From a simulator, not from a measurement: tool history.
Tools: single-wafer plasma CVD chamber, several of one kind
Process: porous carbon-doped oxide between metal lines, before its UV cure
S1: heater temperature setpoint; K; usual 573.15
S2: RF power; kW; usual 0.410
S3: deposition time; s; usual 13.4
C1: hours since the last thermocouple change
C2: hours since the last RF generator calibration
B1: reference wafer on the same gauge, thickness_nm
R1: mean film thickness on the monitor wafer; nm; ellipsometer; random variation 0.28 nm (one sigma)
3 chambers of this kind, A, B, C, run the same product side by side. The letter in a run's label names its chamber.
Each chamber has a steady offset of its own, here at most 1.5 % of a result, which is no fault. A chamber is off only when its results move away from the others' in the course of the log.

run	hour	S1	S2	S3	C1	C2	B1	R1
1A	7.1	573.15	0.410	13.4	2389.2	1490.5	54.867	64.312
2C	18.9	573.15	0.410	13.4	1525.8	1169.3	54.942	64.901
3B	29.3	573.15	0.410	13.4	1164.9	699.3	54.882	64.844
4A	41.8	573.15	0.410	13.4	2423.9	1525.2	54.887	64.247
5C	50.7	573.15	0.410	13.4	1557.6	1201.1	54.904	65.699
6B	63.7	566.15	0.410	13.4	1199.3	733.7	54.909	67.453
7C	71.3	566.15	0.410	13.4	1578.2	1221.7	54.931	67.467
8B	84.3	566.15	0.410	13.4	1219.9	754.3	54.931	66.971
9A	94.0	573.15	0.410	13.4	2476.1	1577.4	54.894	64.737
10C	105.9	573.15	0.410	13.4	1612.8	1256.3	54.869	65.332
11A	113.7	573.15	0.350	11.3	2495.8	1597.1	54.863	48.295
12B	125.0	573.15	0.350	11.3	1260.6	795.0	54.944	48.227
13B	133.0	573.15	0.350	11.3	1268.6	803.0	54.882	48.076
14C	145.1	573.15	0.410	13.4	1652.0	1295.5	54.945	63.970
15A	154.7	573.15	0.410	13.4	2536.8	1638.1	54.974	63.948
# hour 154.8: chamber A: thermocouple changed; heater temperature recalibrated
16C	164.7	573.15	0.410	13.4	1671.6	1315.1	54.857	63.970
17B	175.7	573.15	0.410	13.4	1311.3	845.7	54.925	64.265
18A	185.7	573.15	0.410	13.4	31.0	1669.1	54.890	64.498
19B	192.5	573.15	0.410	13.4	1328.1	862.5	54.902	64.741
20C	203.8	573.15	0.410	13.4	1710.7	1354.2	54.878	63.775
21A	216.8	584.15	0.410	15.2	62.1	1700.2	54.859	67.705
22C	228.4	584.15	0.410	15.2	1735.3	1378.8	54.838	67.264
23B	236.2	584.15	0.410	15.2	1371.8	906.2	54.911	69.100
# hour 238.9: chamber B: RF generator calibrated
24A	245.3	573.15	0.410	13.4	90.6	1728.7	54.965	64.649
25A	257.1	573.15	0.410	13.4	102.4	1740.5	54.905	64.015
26C	266.8	573.15	0.410	13.4	1773.7	1417.2	54.925	62.930
27B	277.9	573.15	0.410	11.0	1413.5	39.0	54.959	53.637
28C	283.8	573.15	0.410	11.0	1790.7	1434.2	54.908	51.450
29A	296.6	573.15	0.410	11.0	141.9	1780.0	54.928	53.182

What goes on in this fleet: one chamber off, a drifting gauge, or nothing beyond the chambers' own small offsets? Name the chamber and the cause, if any.

Chamber C drifts away from the others.
Cause: delivered RF power below the setpoint (%) = 6.31.

Here are 4 candidates for chamber C's next run, each the usual settings with a change, their results left as question marks. Which one brings its results back in line with what the others give on the usual settings?
In line means no further than this from the other chambers' mean on the usual settings: R1 1.000 nm
30C-1	306.2	574.15	0.405	13.1				?
30C-2	306.2	573.15	0.410	13.5				?
30C-3	306.2	572.15	0.425	13.4				?
30C-4	306.2	573.15	0.410	13.3				?

The other chambers' mean on the usual settings: R1 64.446 nm
run	R1
30C-1	59.868
30C-2	62.597
30C-3	64.290
30C-4	61.702
30C-3 brings the chamber back in line.

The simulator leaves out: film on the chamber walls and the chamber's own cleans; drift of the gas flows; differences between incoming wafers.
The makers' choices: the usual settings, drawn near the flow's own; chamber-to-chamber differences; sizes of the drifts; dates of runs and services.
